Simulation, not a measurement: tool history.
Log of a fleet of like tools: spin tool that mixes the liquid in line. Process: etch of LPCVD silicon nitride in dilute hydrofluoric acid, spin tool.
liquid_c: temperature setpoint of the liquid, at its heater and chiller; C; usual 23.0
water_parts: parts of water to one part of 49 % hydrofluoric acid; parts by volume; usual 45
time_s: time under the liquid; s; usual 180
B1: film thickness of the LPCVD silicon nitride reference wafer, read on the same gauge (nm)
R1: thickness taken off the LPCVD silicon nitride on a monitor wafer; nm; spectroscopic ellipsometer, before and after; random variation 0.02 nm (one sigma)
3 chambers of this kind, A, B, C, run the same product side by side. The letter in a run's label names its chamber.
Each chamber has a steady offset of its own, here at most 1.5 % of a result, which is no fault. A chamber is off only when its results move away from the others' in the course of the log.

Run 1B, hour 4.5: usual settings; B1 150.02. Result: R1 1.7738 nm.
Run 2C, hour 12.9: usual settings; B1 150.02. Result: R1 1.8035 nm.
Run 3A, hour 18.7: usual settings; B1 150.01. Result: R1 1.8118 nm.
Run 4C, hour 27.3: usual settings; B1 149.99. Result: R1 1.7809 nm.
Run 5B, hour 37.3: usual settings; B1 150.01. Result: R1 1.7629 nm.
Run 6A, hour 45.3: usual settings; B1 149.99. Result: R1 1.7966 nm.
Run 7A, hour 51.5: usual settings; B1 150.02. Result: R1 1.7738 nm.
Run 8B, hour 55.9: usual settings; B1 149.98. Result: R1 1.7611 nm.
Run 9C, hour 62.9: usual settings; B1 150.01. Result: R1 1.7760 nm.
Run 10A, hour 72.1: usual settings; B1 149.99. Result: R1 1.8077 nm.
Run 11C, hour 79.2: usual settings; B1 150.00. Result: R1 1.8054 nm.
Run 12B, hour 85.6: usual settings but liquid_c 20.5 C; B1 150.01. Result: R1 1.5109 nm.
Run 13C, hour 92.0: usual settings but liquid_c 20.5 C; B1 150.00. Result: R1 1.5421 nm.
Run 14B, hour 96.6: usual settings but liquid_c 20.5 C; B1 150.01. Result: R1 1.4781 nm.
Run 15A, hour 102.9: usual settings; B1 149.99. Result: R1 1.8119 nm.
Run 16A, hour 111.0: usual settings; B1 149.99. Result: R1 1.8087 nm.
Run 17C, hour 117.0: usual settings but liquid_c 27.0 C, water_parts 60 parts by volume; B1 149.99. Result: R1 1.8252 nm.
Run 18B, hour 125.9: usual settings but liquid_c 27.0 C, water_parts 60 parts by volume; B1 150.00. Result: R1 1.7433 nm.
Run 19A, hour 133.2: usual settings but liquid_c 27.0 C, water_parts 60 parts by volume; B1 150.00. Result: R1 1.7703 nm.
Run 20B, hour 138.2: usual settings; B1 150.01. Result: R1 1.7767 nm.
Run 21C, hour 145.0: usual settings; B1 149.99. Result: R1 1.8264 nm.
Run 22B, hour 150.5: usual settings; B1 150.00. Result: R1 1.7566 nm.
Run 23A, hour 159.5: usual settings; B1 150.01. Result: R1 1.7639 nm.
Run 24C, hour 167.6: usual settings; B1 150.00. Result: R1 1.8230 nm.
Run 25A, hour 176.4: usual settings; B1 150.00. Result: R1 1.7741 nm.
Run 26B, hour 183.7: usual settings but water_parts 35 parts by volume; B1 150.00. Result: R1 2.2873 nm.
Run 27C, hour 193.7: usual settings but water_parts 35 parts by volume; B1 150.02. Result: R1 2.2794 nm.
Run 28B, hour 198.8: usual settings but water_parts 35 parts by volume; B1 150.02. Result: R1 2.2264 nm.
Run 29C, hour 206.1: usual settings; B1 149.99. Result: R1 1.7986 nm.
Run 30A, hour 215.5: usual settings; B1 150.00. Result: R1 1.7414 nm.
Run 31C, hour 223.0: usual settings; B1 150.00. Result: R1 1.7828 nm.
Run 32B, hour 228.6: usual settings; B1 150.02. Result: R1 1.7602 nm.
Run 33A, hour 234.5: usual settings; B1 150.01. Result: R1 1.7165 nm.
Run 34C, hour 242.0: usual settings; B1 150.02. Result: R1 1.8189 nm.
Run 35A, hour 247.5: usual settings; B1 149.99. Result: R1 1.7277 nm.
Run 36B, hour 256.0: usual settings; B1 149.99. Result: R1 1.8010 nm.
Run 37B, hour 264.3: usual settings; B1 149.99. Result: R1 1.7877 nm.
Run 38A, hour 269.6: usual settings; B1 150.01. Result: R1 1.6886 nm.
Run 39C, hour 276.2: usual settings but liquid_c 26.0 C, water_parts 35 parts by volume; B1 150.01. Result: R1 2.7685 nm.
Run 40A, hour 284.7: usual settings but liquid_c 26.0 C, water_parts 35 parts by volume; B1 150.02. Result: R1 2.6870 nm.
Run 41B, hour 294.3: usual settings but liquid_c 26.0 C, water_parts 35 parts by volume; B1 150.01. Result: R1 2.8177 nm.

Next, every chamber runs the same settings. What will each give?
Run 42A, hour 301.6: usual settings. Result: R1 ?.
Run 42B, hour 301.6: usual settings. Result: R1 ?.
Run 42C, hour 301.6: usual settings. Result: R1 ?.

run      R1
42A  1.6543
42B  1.7383
42C  1.7888
